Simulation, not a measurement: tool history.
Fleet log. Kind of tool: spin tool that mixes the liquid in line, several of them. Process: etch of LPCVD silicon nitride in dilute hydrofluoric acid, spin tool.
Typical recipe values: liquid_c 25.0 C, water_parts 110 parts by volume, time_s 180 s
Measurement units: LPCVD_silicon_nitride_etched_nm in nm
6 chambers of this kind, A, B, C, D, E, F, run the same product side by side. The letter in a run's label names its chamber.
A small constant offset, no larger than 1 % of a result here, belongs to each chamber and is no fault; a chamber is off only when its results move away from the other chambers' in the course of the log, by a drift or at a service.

run,day,liquid_c,water_parts,time_s,hours since the thermometer was replaced,hours since the hydrofluoric acid flow meter was replaced,"read-back film thickness of the LPCVD silicon nitride reference wafer, read on the same gauge (nm)",LPCVD_silicon_nitride_etched_nm
1C,0.179,25.0,110,180,1018.8,552.3,140.00,0.89941
2B,0.358,25.0,110,180,73.0,1742.0,140.02,0.89807
3E,0.542,25.0,110,180,618.9,142.8,139.96,0.90801
4D,0.662,25.0,110,180,1009.7,383.5,140.01,0.86406
5F,0.850,25.0,110,180,2432.7,1207.8,140.01,0.86977
6A,0.954,25.0,110,180,1645.5,1173.1,140.01,0.85974
7A,1.083,25.0,110,180,1648.6,1176.2,140.03,0.88005
8C,1.217,25.0,110,180,1043.7,577.2,140.03,0.87678
9D,1.417,25.0,110,180,1027.8,401.6,140.01,0.89244
10B,1.562,25.0,110,180,101.9,1770.9,140.00,0.88615
11F,1.667,25.0,80,180,2452.3,1227.4,139.97,1.25590
12E,1.867,25.0,80,180,650.7,174.6,139.98,1.18280
13F,1.988,25.0,80,180,2460.0,1235.1,140.03,1.18860
14B,2.179,25.0,80,180,116.7,1785.7,140.01,1.23720
15A,2.350,25.0,80,180,1679.0,1206.6,139.96,1.24190
16E,2.542,25.0,80,180,666.9,190.8,139.99,1.25820
17C,2.738,25.0,110,180,1080.2,613.7,139.96,0.90042
18D,2.875,25.0,110,180,1062.8,436.6,139.97,0.86769
19D,3.050,28.5,110,215,1067.0,440.8,140.01,1.33390
20C,3.242,28.5,110,215,1092.3,625.8,140.00,1.25810
21A,3.338,28.5,110,215,1702.7,1230.3,139.98,1.32870
22E,3.450,28.5,110,215,688.7,212.6,140.00,1.29730
23B,3.608,28.5,110,215,151.0,1820.0,140.00,1.29910
# day 3.658: chamber E: thermometer replaced
24F,3.754,28.5,110,215,2502.4,1277.5,140.00,1.30410
25A,3.904,25.0,110,180,1716.3,1243.9,140.01,0.89750
26F,4.083,25.0,110,180,2510.3,1285.4,140.04,0.86318
27B,4.225,25.0,110,180,165.8,1834.8,139.98,0.87266
28E,4.392,29.0,145,180,17.7,235.2,139.97,0.87881
29D,4.562,29.0,145,180,1103.3,477.1,140.04,0.85303
30C,4.704,29.0,145,180,1127.4,660.9,140.00,0.84867
31F,4.892,29.0,145,180,2529.7,1304.8,140.03,0.84836
32B,5.054,29.0,145,180,185.7,1854.7,140.05,0.88103
33C,5.258,29.0,145,180,1140.7,674.2,139.97,0.85699
34A,5.350,25.0,60,180,1751.0,1278.6,140.04,1.56870
35D,5.442,25.0,60,180,1124.4,498.2,140.01,1.62900
36E,5.546,25.0,60,180,45.4,262.9,140.03,1.59110
37D,5.738,25.0,60,180,1131.5,505.3,140.01,1.64380
38F,5.900,25.0,60,180,2553.9,1329.0,140.01,1.62740

What goes on in this fleet: one chamber off, a drifting gauge, or nothing beyond the chambers' own small offsets? Name the chamber and the cause, if any.

No chamber stands off beyond its own small offset, and the gauge holds steady.

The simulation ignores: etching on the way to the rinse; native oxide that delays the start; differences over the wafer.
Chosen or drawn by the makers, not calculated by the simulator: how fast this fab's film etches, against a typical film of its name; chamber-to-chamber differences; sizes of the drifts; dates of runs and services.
